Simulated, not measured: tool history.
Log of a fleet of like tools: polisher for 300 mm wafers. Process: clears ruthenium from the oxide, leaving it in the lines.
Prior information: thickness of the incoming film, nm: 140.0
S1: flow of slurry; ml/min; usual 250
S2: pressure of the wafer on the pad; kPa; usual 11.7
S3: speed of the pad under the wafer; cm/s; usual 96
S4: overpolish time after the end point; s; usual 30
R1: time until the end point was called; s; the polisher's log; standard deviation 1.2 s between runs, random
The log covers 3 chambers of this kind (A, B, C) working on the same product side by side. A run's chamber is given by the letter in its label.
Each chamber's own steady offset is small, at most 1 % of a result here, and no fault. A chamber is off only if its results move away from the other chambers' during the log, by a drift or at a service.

| run | day | S1 | S2 | S3 | S4 | R1 |
|---|---|---|---|---|---|---|
| 1B | 0.179 | 250 | 11.7 | 96 | 30 | 131.03 |
| 2C | 0.317 | 250 | 11.7 | 96 | 30 | 130.09 |
| 3A | 0.488 | 250 | 11.7 | 96 | 30 | 131.28 |
|  | 0.492 | chamber C: slurry nozzle cleaned |
|  | 0.533 | chamber B: worn pad replaced by a new one |
|  | 0.575 | chamber C: worn pad replaced by a new one |
| 4B | 0.65 | 250 | 11.7 | 96 | 30 | 131.66 |
| 5A | 0.829 | 250 | 11.7 | 96 | 30 | 131.39 |
| 6C | 0.967 | 250 | 11.7 | 96 | 30 | 130.01 |
|  | 1.112 | chamber A: head pressure recalibrated |
| 7B | 1.117 | 250 | 11.7 | 96 | 30 | 129.81 |
| 8A | 1.246 | 250 | 11.7 | 96 | 30 | 119.49 |
| 9C | 1.346 | 250 | 11.7 | 96 | 30 | 128.61 |
| 10A | 1.442 | 250 | 11.7 | 96 | 30 | 121.09 |
| 11C | 1.612 | 285 | 11.7 | 96 | 30 | 127 |
| 12B | 1.75 | 285 | 11.7 | 96 | 30 | 128.82 |
| 13C | 1.862 | 285 | 11.7 | 96 | 30 | 125.81 |
| 14A | 1.979 | 250 | 11.7 | 96 | 30 | 121.2 |
| 15B | 2.112 | 250 | 15.2 | 80 | 30 | 122.11 |
| 16A | 2.296 | 250 | 15.2 | 80 | 30 | 112.95 |
| 17C | 2.404 | 250 | 15.2 | 80 | 30 | 119.58 |
| 18B | 2.488 | 250 | 11.7 | 96 | 30 | 131.13 |
| 19A | 2.667 | 250 | 11.7 | 96 | 30 | 121.49 |
| 20C | 2.796 | 250 | 11.7 | 96 | 30 | 128.72 |
| 21B | 2.892 | 250 | 15.9 | 112 | 30 | 83.796 |
| 22B | 3.05 | 250 | 15.9 | 112 | 30 | 83.078 |

Read the log: is a single chamber off, either drifting away or since a service, is the gauge that measures every chamber drifting, or is nothing wrong beyond small per-chamber offsets? Name any odd chamber and what most likely caused it.

Chamber A came out of a service off from its peers and stayed that way.
Cause: head's pressure above its setpoint, % = 7.59.

Which of the 4 candidates below, each the usual settings with something changed and its results left as question marks, puts chamber A back in line with what the other chambers give on the usual settings?
Allowed miss from the other chambers' usual-settings mean, per result, to count as in line: R1 4.3 s
| 23A-1 | 3.183 | 150 | 11.7 | 96 | 30 | ? |
| 23A-2 | 3.183 | 250 | 11.7 | 84 | 30 | ? |
| 23A-3 | 3.183 | 250 | 12.4 | 102 | 30 | ? |
| 23A-4 | 3.183 | 250 | 12.4 | 96 | 30 | ? |

On the usual settings, the other chambers give on average: R1 130.19 s
| run | R1 |
|---|---|
| 23A-1 | 130.11 |
| 23A-2 | 138.63 |
| 23A-3 | 107.94 |
| 23A-4 | 114.66 |
23A-1 puts the chamber back in line with the other chambers.

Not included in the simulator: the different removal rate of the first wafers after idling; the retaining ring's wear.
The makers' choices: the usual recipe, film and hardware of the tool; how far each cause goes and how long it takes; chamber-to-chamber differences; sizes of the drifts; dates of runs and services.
